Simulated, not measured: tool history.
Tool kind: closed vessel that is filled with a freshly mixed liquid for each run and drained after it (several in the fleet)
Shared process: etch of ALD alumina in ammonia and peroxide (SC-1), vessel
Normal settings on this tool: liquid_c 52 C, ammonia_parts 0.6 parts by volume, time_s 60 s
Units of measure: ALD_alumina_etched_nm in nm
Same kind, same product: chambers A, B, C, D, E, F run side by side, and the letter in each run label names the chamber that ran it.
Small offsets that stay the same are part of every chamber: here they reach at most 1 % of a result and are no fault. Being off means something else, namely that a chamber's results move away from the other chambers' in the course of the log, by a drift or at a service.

run,day,liquid_c,ammonia_parts,time_s,hours since the thermometer was replaced,hours since the ammonia flow meter was replaced,hours since the drum of ammonia solution was connected,"read-back film thickness of the ALD alumina reference wafer, read on the same gauge (nm)",ALD_alumina_etched_nm
1D,0.317,52,0.6,60,454.8,711.7,252.5,119.98,4.2129
2F,0.604,52,0.6,60,642.5,983,722.5,119.97,4.0905
# day 0.796: chamber B: ammonia flow meter replaced
3A,0.896,52,0.6,60,1742.3,464.2,861,120.01,4.1436
4E,1.096,52,0.6,60,177.9,357.7,45.8,120.02,4.171
# day 1.108: chamber B: new drum of ammonia solution connected
5B,1.312,52,0.6,60,1445.3,12.5,4.9,119.98,4.2511
6C,1.475,52,0.6,60,50.3,1903.7,109.3,120.01,4.1791
# day 1.567: chamber D: thermometer replaced
7D,1.825,52,0.6,60,6.3,747.9,288.7,120,4.2369
8E,2.062,52,0.6,60,201.1,380.9,69,119.95,4.1465
9C,2.367,52,0.6,60,71.7,1925.1,130.7,120.02,4.1083
10F,2.658,52,0.6,60,691.8,1032.3,771.8,119.99,4.213
11B,2.867,52,0.6,60,1482.6,49.8,42.2,119.98,4.2003
12A,3.046,47.5,0.6,60,1793.9,515.8,912.6,119.96,3.1999
13D,3.208,47.5,0.6,60,39.5,781.1,321.9,119.97,3.2854
14A,3.508,47.5,0.6,60,1805,526.9,923.7,119.99,3.2165
# day 3.521: chamber A: new drum of ammonia solution connected
15E,3.854,47.5,0.6,60,244.1,423.9,112,120,3.3007
16B,4.175,47.5,0.6,60,1514,81.2,73.6,120.02,3.3256
17F,4.538,47.5,0.6,60,736.9,1077.4,816.9,120,3.2321
# day 4.567: chamber E: ammonia flow meter replaced
18C,4.825,52,0.6,60,130.7,1984.1,189.7,119.99,4.1689
19E,5.1,52,0.6,60,274,12.9,141.9,120.01,4.2073
20D,5.433,61.5,0.5,60,92.9,834.5,375.3,119.99,6.8657
21B,5.604,61.5,0.5,60,1548.3,115.5,107.9,120,6.7825
22A,5.8,61.5,0.5,60,1860,581.9,54.8,120.04,6.7437
23F,5.996,61.5,0.5,60,771.9,1112.4,851.9,120.03,6.7161
24C,6.292,61.5,0.5,60,165.9,2019.3,224.9,120.04,6.6741
25F,6.642,61.5,0.5,60,787.4,1127.9,867.4,120.02,6.6819
26C,7.017,58.5,0.35,60,183.3,2036.7,242.3,119.94,5.5885
27E,7.288,58.5,0.35,60,326.5,65.4,194.4,119.98,5.9271
28D,7.662,58.5,0.35,60,146.4,888,428.8,119.97,5.6476
29A,7.954,58.5,0.35,60,1911.7,633.6,106.5,120,5.5853
30B,8.121,58.5,0.35,60,1608.7,175.9,168.3,119.98,5.7038
31E,8.442,58.5,0.35,60,354.2,93.1,222.1,120.02,6.0906
32D,8.771,52,0.6,60,173,914.6,455.4,120.04,4.2222
33C,9.121,52,0.6,60,233.8,2087.2,292.8,119.98,4.1961
34B,9.412,52,0.6,60,1639.7,206.9,199.3,119.98,4.1759
35A,9.638,46,0.4,60,1952.1,674,146.9,120,2.8674
36F,9.95,46,0.4,60,866.8,1207.3,946.8,119.98,2.8751

Next, every chamber runs the same settings. What will each give?
37A,10.221,52,0.6,60,,,,,?
37B,10.221,52,0.6,60,,,,,?
37C,10.221,52,0.6,60,,,,,?
37D,10.221,52,0.6,60,,,,,?
37E,10.221,52,0.6,60,,,,,?
37F,10.221,52,0.6,60,,,,,?

run,ALD_alumina_etched_nm
37A,4.1851
37B,4.1801
37C,4.1846
37D,4.2235
37E,4.6445
37F,4.1264
